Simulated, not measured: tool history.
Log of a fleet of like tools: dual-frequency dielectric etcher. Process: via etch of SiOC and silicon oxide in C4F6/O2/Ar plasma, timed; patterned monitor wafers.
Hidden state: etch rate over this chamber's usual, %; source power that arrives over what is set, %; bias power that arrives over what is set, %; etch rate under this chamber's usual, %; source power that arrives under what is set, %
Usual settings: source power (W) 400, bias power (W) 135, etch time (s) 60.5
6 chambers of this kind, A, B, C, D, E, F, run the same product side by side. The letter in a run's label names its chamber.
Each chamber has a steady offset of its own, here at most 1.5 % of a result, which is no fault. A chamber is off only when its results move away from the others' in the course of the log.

| run | hour | source power (W) | bias power (W) | etch time (s) | hours since the last wet clean | hours since the last source power generator calibration | hours since the last bias power generator calibration | read-back reference wafer on the same gauge, depth_nm | mean etch depth across the wafer (Å) |
|---|---|---|---|---|---|---|---|---|---|
| 1E | 7 | 400 | 135 | 60.5 | 334.5 | 2291.7 | 3691.3 | 61.421 | 621.58 |
| 2C | 14.7 | 400 | 135 | 60.5 | 289.3 | 3392 | 3950.5 | 61.41 | 628.69 |
| 3A | 19.3 | 400 | 135 | 60.5 | 107.5 | 416.3 | 198.5 | 61.391 | 623.36 |
| 4D | 26.3 | 400 | 135 | 60.5 | 439.1 | 4920.3 | 2567.5 | 61.414 | 623.08 |
| 5F | 35 | 400 | 135 | 60.5 | 150.8 | 535.8 | 1613.5 | 61.42 | 621 |
| 6B | 43.6 | 400 | 135 | 60.5 | 324 | 2547 | 2194.9 | 61.41 | 630.89 |
| 7E | 49.1 | 400 | 135 | 60.5 | 376.6 | 2333.8 | 3733.4 | 61.41 | 620.37 |
| 8A | 58.1 | 400 | 135 | 60.5 | 146.3 | 455.1 | 237.3 | 61.401 | 623.72 |
| 9D | 66.9 | 400 | 135 | 60.5 | 479.7 | 4960.9 | 2608.1 | 61.394 | 621.13 |
| 10B | 74.9 | 400 | 135 | 60.5 | 355.3 | 2578.3 | 2226.2 | 61.435 | 633.22 |
| 11C | 82.2 | 400 | 135 | 60.5 | 356.8 | 3459.5 | 4018 | 61.388 | 630.33 |
|  | 85.8 | chamber C: bias power generator calibrated |
| 12F | 86.7 | 400 | 135 | 60.5 | 202.5 | 587.5 | 1665.2 | 61.372 | 622.66 |
| 13B | 90.9 | 400 | 135 | 60.5 | 371.3 | 2594.3 | 2242.2 | 61.398 | 630.31 |
| 14F | 99.5 | 470 | 135 | 60.5 | 215.3 | 600.3 | 1678 | 61.415 | 658.79 |
| 15C | 105.3 | 470 | 135 | 60.5 | 379.9 | 3482.6 | 19.5 | 61.429 | 667.13 |
|  | 110.4 | chamber D: wet clean of the chamber |
| 16E | 110.6 | 470 | 135 | 60.5 | 438.1 | 2395.3 | 3794.9 | 61.406 | 661.09 |
|  | 111.6 | chamber E: wet clean of the chamber |
| 17D | 116.1 | 470 | 135 | 60.5 | 5.8 | 5010.1 | 2657.3 | 61.385 | 665.6 |
| 18A | 124.5 | 470 | 135 | 60.5 | 212.7 | 521.5 | 303.7 | 61.376 | 661.54 |
| 19D | 129.8 | 470 | 135 | 60.5 | 19.5 | 5023.8 | 2671 | 61.412 | 665.81 |
| 20A | 136.1 | 400 | 135 | 60.5 | 224.3 | 533.1 | 315.3 | 61.405 | 623.87 |
| 21B | 140.4 | 400 | 135 | 60.5 | 420.8 | 2643.8 | 2291.7 | 61.417 | 633.58 |
| 22E | 145.5 | 400 | 135 | 60.5 | 34 | 2430.2 | 3829.8 | 61.392 | 618.98 |
| 23F | 152.4 | 400 | 135 | 60.5 | 268.2 | 653.2 | 1730.9 | 61.389 | 620.29 |
| 24C | 160.7 | 400 | 121 | 60.5 | 435.3 | 3538 | 74.9 | 61.395 | 610.19 |
| 25D | 165.5 | 400 | 121 | 60.5 | 55.2 | 5059.5 | 2706.7 | 61.409 | 601.92 |
| 26B | 171.3 | 400 | 121 | 60.5 | 451.7 | 2674.7 | 2322.6 | 61.407 | 617.86 |
|  | 171.4 | chamber C: wet clean of the chamber |
| 27C | 178.9 | 400 | 121 | 60.5 | 7.6 | 3556.2 | 93.1 | 61.364 | 610.37 |
| 28F | 187.7 | 400 | 121 | 60.5 | 303.5 | 688.5 | 1766.2 | 61.379 | 601 |
| 29E | 194.5 | 400 | 121 | 60.5 | 83 | 2479.2 | 3878.8 | 61.41 | 599.58 |
| 30A | 198.7 | 400 | 135 | 60.5 | 286.9 | 595.7 | 377.9 | 61.452 | 624.73 |
| 31D | 206.7 | 400 | 135 | 60.5 | 96.4 | 5100.7 | 2747.9 | 61.439 | 625.55 |
| 32E | 213.3 | 400 | 135 | 60.5 | 101.8 | 2498 | 3897.6 | 61.39 | 618.96 |
| 33B | 219.5 | 400 | 135 | 60.5 | 499.9 | 2722.9 | 2370.8 | 61.411 | 641.07 |
| 34C | 225.6 | 400 | 135 | 60.5 | 54.3 | 3602.9 | 139.8 | 61.357 | 631 |
| 35F | 234 | 400 | 135 | 60.5 | 349.8 | 734.8 | 1812.5 | 61.408 | 620.65 |
| 36A | 239 | 400 | 135 | 60.5 | 327.2 | 636 | 418.2 | 61.399 | 623.61 |
| 37B | 243.5 | 400 | 135 | 60.5 | 523.9 | 2746.9 | 2394.8 | 61.401 | 644.77 |
|  | 251.7 | chamber D: bias power generator calibrated |
| 38D | 252.9 | 400 | 135 | 60.5 | 142.6 | 5146.9 | 1.2 | 61.383 | 623.49 |
| 39C | 258.4 | 400 | 135 | 60.5 | 87.1 | 3635.7 | 172.6 | 61.369 | 629.11 |
| 40F | 266.6 | 400 | 135 | 60.5 | 382.4 | 767.4 | 1845.1 | 61.418 | 621.52 |
| 41A | 272.5 | 400 | 135 | 60.5 | 360.7 | 669.5 | 451.7 | 61.411 | 623.34 |

Next, every chamber runs the same settings. What will each give?
| 42A | 279.3 | 400 | 135 | 68.5 |  |  |  |  | ? |
| 42B | 279.3 | 400 | 135 | 68.5 |  |  |  |  | ? |
| 42C | 279.3 | 400 | 135 | 68.5 |  |  |  |  | ? |
| 42D | 279.3 | 400 | 135 | 68.5 |  |  |  |  | ? |
| 42E | 279.3 | 400 | 135 | 68.5 |  |  |  |  | ? |
| 42F | 279.3 | 400 | 135 | 68.5 |  |  |  |  | ? |

| run | mean etch depth across the wafer (Å) |
|---|---|
| 42A | 706.84 |
| 42B | 730.41 |
| 42C | 713.29 |
| 42D | 705.74 |
| 42E | 703.88 |
| 42F | 706.29 |
